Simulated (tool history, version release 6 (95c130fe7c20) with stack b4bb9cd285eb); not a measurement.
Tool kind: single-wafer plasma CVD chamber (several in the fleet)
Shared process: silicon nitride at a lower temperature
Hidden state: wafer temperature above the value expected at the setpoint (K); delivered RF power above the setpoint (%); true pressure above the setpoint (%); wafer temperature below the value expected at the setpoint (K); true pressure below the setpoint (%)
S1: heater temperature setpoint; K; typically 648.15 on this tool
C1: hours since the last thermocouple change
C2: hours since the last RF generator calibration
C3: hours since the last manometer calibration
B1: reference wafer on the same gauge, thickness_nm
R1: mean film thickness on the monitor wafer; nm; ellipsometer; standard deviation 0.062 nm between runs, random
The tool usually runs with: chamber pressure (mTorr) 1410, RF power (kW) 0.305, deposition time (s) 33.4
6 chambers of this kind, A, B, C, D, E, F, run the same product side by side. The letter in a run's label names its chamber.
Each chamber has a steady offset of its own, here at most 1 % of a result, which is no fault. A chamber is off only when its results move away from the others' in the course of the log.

Run 1F, day 0.371: usual settings; C1 211.4; C2 1749.2; C3 38.2; B1 44.122. Result: R1 37.992 nm.
Run 2B, day 0.754: usual settings; C1 242.4; C2 609.7; C3 241.3; B1 44.116. Result: R1 37.964 nm.
At day 0.846: chamber A: thermocouple changed; heater temperature recalibrated.
Run 3D, day 1.046: usual settings; C1 517.4; C2 952.2; C3 1146.9; B1 44.129. Result: R1 38.262 nm.
Run 4A, day 1.333: usual settings; C1 11.7; C2 436.3; C3 542.1; B1 44.135. Result: R1 38.031 nm.
Run 5E, day 1.600: usual settings; C1 1354.0; C2 395.7; C3 1297.3; B1 44.140. Result: R1 37.784 nm.
Run 6C, day 1.792: usual settings; C1 441.3; C2 289.0; C3 340.4; B1 44.140. Result: R1 38.201 nm.
Run 7D, day 2.000: usual settings; C1 540.3; C2 975.1; C3 1169.8; B1 44.152. Result: R1 38.202 nm.
Run 8E, day 2.271: usual settings; C1 1370.1; C2 411.8; C3 1313.4; B1 44.152. Result: R1 37.887 nm.
Run 9F, day 2.500: usual settings; C1 262.5; C2 1800.3; C3 89.3; B1 44.143. Result: R1 37.928 nm.
Run 10C, day 2.683: usual settings; C1 462.7; C2 310.4; C3 361.8; B1 44.147. Result: R1 38.141 nm.
Run 11A, day 2.888: usual settings; C1 49.0; C2 473.6; C3 579.4; B1 44.164. Result: R1 38.080 nm.
Run 12B, day 3.275: usual settings; C1 302.9; C2 670.2; C3 301.8; B1 44.171. Result: R1 38.020 nm.
Run 13A, day 3.454: usual settings; C1 62.6; C2 487.2; C3 593.0; B1 44.171. Result: R1 38.190 nm.
Run 14B, day 3.783: usual settings; C1 315.1; C2 682.4; C3 314.0; B1 44.199. Result: R1 37.913 nm.
Run 15D, day 3.996: usual settings but S1 662.15 K, chamber pressure (mTorr) 1640; C1 588.2; C2 1023.0; C3 1217.7; B1 44.175. Result: R1 39.633 nm.
Run 16C, day 4.271: usual settings but S1 662.15 K, chamber pressure (mTorr) 1640; C1 500.8; C2 348.5; C3 399.9; B1 44.184. Result: R1 39.678 nm.
Run 17F, day 4.575: usual settings but S1 662.15 K, chamber pressure (mTorr) 1640; C1 312.3; C2 1850.1; C3 139.1; B1 44.193. Result: R1 39.446 nm.
Run 18E, day 4.904: usual settings but S1 662.15 K, chamber pressure (mTorr) 1640; C1 1433.3; C2 475.0; C3 1376.6; B1 44.213. Result: R1 39.223 nm.
Run 19F, day 5.217: usual settings but S1 662.15 K, chamber pressure (mTorr) 1640; C1 327.7; C2 1865.5; C3 154.5; B1 44.225. Result: R1 39.299 nm.
Run 20C, day 5.525: usual settings but S1 662.15 K, chamber pressure (mTorr) 1640; C1 530.9; C2 378.6; C3 430.0; B1 44.214. Result: R1 39.668 nm.
Run 21D, day 5.854: usual settings; C1 632.8; C2 1067.6; C3 1262.3; B1 44.219. Result: R1 38.340 nm.
Run 22E, day 6.200: usual settings; C1 1464.4; C2 506.1; C3 1407.7; B1 44.225. Result: R1 37.840 nm.
Run 23B, day 6.475: usual settings; C1 379.7; C2 747.0; C3 378.6; B1 44.255. Result: R1 37.938 nm.
Run 24A, day 6.862: usual settings; C1 144.4; C2 569.0; C3 674.8; B1 44.255. Result: R1 38.310 nm.
Run 25A, day 7.217: usual settings but S1 641.15 K, deposition time (s) 37.7; C1 152.9; C2 577.5; C3 683.3; B1 44.254. Result: R1 43.082 nm.
Run 26E, day 7.392: usual settings but S1 641.15 K, deposition time (s) 37.7; C1 1493.0; C2 534.7; C3 1436.3; B1 44.271. Result: R1 42.925 nm.
Run 27F, day 7.750: usual settings but S1 641.15 K, deposition time (s) 37.7; C1 388.5; C2 1926.3; C3 215.3; B1 44.263. Result: R1 43.104 nm.
Run 28C, day 8.092: usual settings but S1 641.15 K, deposition time (s) 37.7; C1 592.5; C2 440.2; C3 491.6; B1 44.266. Result: R1 43.363 nm.
Run 29D, day 8.450: usual settings but S1 641.15 K, deposition time (s) 37.7; C1 695.1; C2 1129.9; C3 1324.6; B1 44.295. Result: R1 43.432 nm.
Run 30B, day 8.629: usual settings but S1 641.15 K, deposition time (s) 37.7; C1 431.4; C2 798.7; C3 430.3; B1 44.279. Result: R1 43.045 nm.
Run 31B, day 8.983: usual settings; C1 439.9; C2 807.2; C3 438.8; B1 44.286. Result: R1 38.005 nm.
Run 32F, day 9.346: usual settings; C1 426.8; C2 1964.6; C3 253.6; B1 44.295. Result: R1 37.969 nm.
Run 33C, day 9.725: usual settings; C1 631.7; C2 479.4; C3 530.8; B1 44.289. Result: R1 38.274 nm.
Run 34D, day 10.125: usual settings; C1 735.3; C2 1170.1; C3 1364.8; B1 44.326. Result: R1 38.381 nm.
Run 35A, day 10.458: usual settings; C1 230.7; C2 655.3; C3 761.1; B1 44.349. Result: R1 38.277 nm.
At day 10.562: chamber F: RF generator calibrated.
Run 36E, day 10.738: usual settings; C1 1573.3; C2 615.0; C3 1516.6; B1 44.341. Result: R1 37.802 nm.
At day 11.017: chamber E: thermocouple changed; heater temperature recalibrated.
Run 37B, day 11.138: usual settings; C1 491.6; C2 858.9; C3 490.5; B1 44.328. Result: R1 38.054 nm.
Run 38A, day 11.446: usual settings; C1 254.4; C2 679.0; C3 784.8; B1 44.329. Result: R1 38.274 nm.
Run 39C, day 11.746: usual settings; C1 680.2; C2 527.9; C3 579.3; B1 44.348. Result: R1 38.333 nm.
Run 40D, day 11.992: usual settings but deposition time (s) 37.6; C1 780.1; C2 1214.9; C3 1409.6; B1 44.368. Result: R1 43.101 nm.
Run 41F, day 12.367: usual settings but deposition time (s) 37.6; C1 499.3; C2 43.3; C3 326.1; B1 44.360. Result: R1 42.937 nm.
Run 42E, day 12.679: usual settings but deposition time (s) 37.6; C1 40.0; C2 661.6; C3 1563.2; B1 44.371. Result: R1 42.809 nm.
Run 43E, day 13.083: usual settings but deposition time (s) 37.6; C1 49.7; C2 671.3; C3 1572.9; B1 44.379. Result: R1 42.885 nm.
Run 44C, day 13.471: usual settings but deposition time (s) 37.6; C1 721.6; C2 569.3; C3 620.7; B1 44.399. Result: R1 43.152 nm.

Does one chamber stand apart from the rest, does the shared gauge drift, or is all well apart from small per-chamber offsets? Give the chamber and the most likely cause, where there is one.

The shared gauge is drifting. All chambers look as if they move in step, but none is off.
Most likely cause: gauge reads high (%) = 0.669.

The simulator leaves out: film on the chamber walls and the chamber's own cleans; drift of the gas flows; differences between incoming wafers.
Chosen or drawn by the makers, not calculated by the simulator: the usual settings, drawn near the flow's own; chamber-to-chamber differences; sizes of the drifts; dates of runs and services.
